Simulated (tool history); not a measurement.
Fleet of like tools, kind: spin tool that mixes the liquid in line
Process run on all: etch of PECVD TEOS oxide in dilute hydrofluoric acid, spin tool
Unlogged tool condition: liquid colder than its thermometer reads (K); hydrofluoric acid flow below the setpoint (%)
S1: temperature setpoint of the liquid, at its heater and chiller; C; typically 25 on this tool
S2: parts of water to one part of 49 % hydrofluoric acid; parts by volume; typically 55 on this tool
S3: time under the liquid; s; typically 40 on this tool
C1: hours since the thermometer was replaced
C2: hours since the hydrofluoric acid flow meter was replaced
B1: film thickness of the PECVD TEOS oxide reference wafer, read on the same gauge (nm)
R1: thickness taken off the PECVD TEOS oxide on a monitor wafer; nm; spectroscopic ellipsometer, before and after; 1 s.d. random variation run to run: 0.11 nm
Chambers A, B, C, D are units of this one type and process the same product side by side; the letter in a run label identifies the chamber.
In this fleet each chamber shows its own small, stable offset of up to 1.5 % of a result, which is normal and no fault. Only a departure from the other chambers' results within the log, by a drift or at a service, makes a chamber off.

run	hour	S1	S2	S3	C1	C2	B1	R1
1B	7.3	25	55	40	1566.3	359.1	29.998	12.2800
2A	15.0	25	55	40	1451.9	363.6	29.993	12.0440
3C	20.1	25	55	40	526.0	628.1	30.003	12.1800
4D	29.5	25	55	40	1753.7	598.0	29.994	12.1280
5B	39.9	25	55	40	1598.9	391.7	30.019	12.0150
6C	45.4	25	55	40	551.3	653.4	30.000	12.0920
7D	52.3	25	55	40	1776.5	620.8	29.992	12.1970
8A	59.8	25	55	40	1496.7	408.4	29.992	12.2420
9B	66.4	25	55	40	1625.4	418.2	29.975	12.1690
10C	71.4	25	80	40	577.3	679.4	29.989	7.9935
11D	82.2	25	80	40	1806.4	650.7	30.003	8.1806
12A	87.3	25	80	40	1524.2	435.9	29.995	8.1608
13B	97.4	25	80	40	1656.4	449.2	29.997	8.1875
14C	104.2	25	55	40	610.1	712.2	29.994	11.7650
15D	112.9	25	55	40	1837.1	681.4	30.006	12.2730
# hour 113.7: chamber B: hydrofluoric acid flow meter replaced
16A	117.9	25	55	40	1554.8	466.5	29.981	12.2660
17C	125.0	25	55	40	630.9	733.0	29.988	11.7020
18D	135.4	25	55	40	1859.6	703.9	30.002	12.0860
19B	144.7	25	55	40	1703.7	31.1	30.036	12.3240
20A	152.0	25	55	40	1588.9	500.6	29.998	12.1440
21A	158.8	25	55	15	1595.7	507.4	29.993	4.5653
22C	165.8	25	55	15	671.7	773.8	30.009	4.2538
23B	172.5	25	55	15	1731.5	58.9	30.027	4.5824
24D	180.9	25	55	15	1905.1	749.4	29.984	4.5402
25B	189.7	25	55	40	1748.7	76.1	29.994	12.1700
26C	199.2	25	55	40	705.1	807.2	30.012	11.2350
27D	209.8	25	55	40	1934.0	778.3	30.006	12.3210
28A	219.2	25	55	40	1656.1	567.8	30.012	12.1200
29C	227.5	25	55	40	733.4	835.5	29.984	11.0240
30B	233.1	25	55	40	1792.1	119.5	29.989	12.1550
31D	238.5	25	55	40	1962.7	807.0	30.018	12.2660

Next, every chamber runs the same settings. What will each give?
32A	246.5	25	55	40				?
32B	246.5	25	55	40				?
32C	246.5	25	55	40				?
32D	246.5	25	55	40				?

run	R1
32A	12.1250
32B	12.0900
32C	10.7180
32D	12.2040

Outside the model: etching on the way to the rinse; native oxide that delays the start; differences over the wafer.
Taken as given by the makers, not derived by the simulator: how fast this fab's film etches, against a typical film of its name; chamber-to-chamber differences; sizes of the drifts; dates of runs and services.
